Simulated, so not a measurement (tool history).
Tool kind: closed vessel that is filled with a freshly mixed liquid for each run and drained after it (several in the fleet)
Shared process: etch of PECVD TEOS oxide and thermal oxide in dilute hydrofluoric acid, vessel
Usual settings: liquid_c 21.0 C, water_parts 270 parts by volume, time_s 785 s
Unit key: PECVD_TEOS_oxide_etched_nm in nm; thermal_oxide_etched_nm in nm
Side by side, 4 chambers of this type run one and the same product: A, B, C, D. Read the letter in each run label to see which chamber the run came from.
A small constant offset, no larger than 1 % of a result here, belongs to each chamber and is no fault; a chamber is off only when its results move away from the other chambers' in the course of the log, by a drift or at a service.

| run | hour | liquid_c | water_parts | time_s | read-back film thickness of the PECVD TEOS oxide reference wafer, read on the same gauge (nm) | read-back film thickness of the thermal oxide reference wafer, read on the same gauge (nm) | PECVD_TEOS_oxide_etched_nm | thermal_oxide_etched_nm |
|---|---|---|---|---|---|---|---|---|
| 1A | 11.2 | 21.0 | 270 | 785 | 80.012 | 139.99 | 24.325 | 9.6659 |
| 2C | 19.5 | 21.0 | 270 | 785 | 79.983 | 139.96 | 24.381 | 9.6723 |
| 3B | 28.8 | 21.0 | 270 | 785 | 79.977 | 139.99 | 24.661 | 9.7025 |
| 4D | 37.3 | 21.0 | 270 | 785 | 80.006 | 140.00 | 24.157 | 9.6645 |
| 5B | 46.5 | 17.0 | 345 | 785 | 80.015 | 140.00 | 15.456 | 6.1465 |
| 6A | 51.8 | 17.0 | 345 | 785 | 79.999 | 139.96 | 15.242 | 6.0997 |
| 7D | 62.9 | 17.0 | 345 | 785 | 80.001 | 139.98 | 15.428 | 6.1062 |
| 8C | 74.1 | 17.0 | 345 | 785 | 80.011 | 139.96 | 15.354 | 6.0725 |
| 9D | 86.3 | 21.0 | 195 | 785 | 79.967 | 139.97 | 36.175 | 14.3960 |
| 10B | 92.9 | 21.0 | 195 | 785 | 80.024 | 139.98 | 36.139 | 14.2580 |
| 11C | 104.2 | 21.0 | 195 | 785 | 79.996 | 139.97 | 36.455 | 14.5070 |
| 12A | 114.4 | 21.0 | 195 | 785 | 79.997 | 140.00 | 36.323 | 14.2690 |
| 13A | 124.8 | 21.0 | 270 | 785 | 79.997 | 139.98 | 24.238 | 9.6609 |
| 14B | 134.5 | 21.0 | 270 | 785 | 80.002 | 140.02 | 24.384 | 9.6501 |
| 15C | 142.6 | 21.0 | 270 | 785 | 79.988 | 140.00 | 24.535 | 9.7232 |
| 16D | 151.6 | 21.0 | 270 | 785 | 79.980 | 139.98 | 24.134 | 9.7062 |
| 17A | 159.2 | 21.0 | 270 | 785 | 79.987 | 140.01 | 24.129 | 9.6683 |
| 18D | 166.9 | 21.0 | 270 | 785 | 79.995 | 140.03 | 24.554 | 9.6570 |
| 19C | 175.7 | 21.0 | 270 | 785 | 80.016 | 139.99 | 24.510 | 9.6866 |
| 20B | 187.5 | 21.0 | 270 | 785 | 80.027 | 139.99 | 24.569 | 9.6732 |
| 21D | 198.2 | 21.0 | 270 | 785 | 79.989 | 139.97 | 24.145 | 9.6558 |
| 22C | 205.3 | 18.5 | 270 | 550 | 79.989 | 139.99 | 15.926 | 6.1821 |
|  | 214.3 | chamber C: hydrofluoric acid flow meter replaced |
| 23A | 217.5 | 18.5 | 270 | 550 | 79.985 | 140.03 | 15.488 | 6.1357 |
| 24B | 227.3 | 18.5 | 270 | 550 | 79.962 | 140.00 | 15.722 | 6.1358 |
| 25A | 238.9 | 18.5 | 270 | 550 | 80.010 | 140.02 | 15.365 | 6.1413 |
| 26B | 248.9 | 21.0 | 270 | 785 | 80.014 | 140.00 | 24.431 | 9.6310 |
| 27C | 256.7 | 21.0 | 270 | 785 | 80.000 | 140.04 | 24.576 | 9.7467 |
| 28D | 263.1 | 21.0 | 270 | 785 | 79.980 | 139.99 | 24.413 | 9.6617 |
| 29A | 271.3 | 21.0 | 270 | 785 | 80.021 | 140.00 | 24.169 | 9.6277 |
| 30B | 281.0 | 21.0 | 270 | 785 | 79.996 | 140.02 | 24.393 | 9.6213 |
| 31C | 290.4 | 21.0 | 270 | 785 | 79.975 | 140.00 | 24.674 | 9.7288 |

Next, every chamber runs the same settings. What will each give?
| 32A | 299.1 | 21.0 | 270 | 785 |  |  | ? | ? |
| 32B | 299.1 | 21.0 | 270 | 785 |  |  | ? | ? |
| 32C | 299.1 | 21.0 | 270 | 785 |  |  | ? | ? |
| 32D | 299.1 | 21.0 | 270 | 785 |  |  | ? | ? |

| run | PECVD_TEOS_oxide_etched_nm | thermal_oxide_etched_nm |
|---|---|---|
| 32A | 24.302 | 9.6452 |
| 32B | 24.830 | 9.6254 |
| 32C | 24.542 | 9.7084 |
| 32D | 24.169 | 9.7082 |

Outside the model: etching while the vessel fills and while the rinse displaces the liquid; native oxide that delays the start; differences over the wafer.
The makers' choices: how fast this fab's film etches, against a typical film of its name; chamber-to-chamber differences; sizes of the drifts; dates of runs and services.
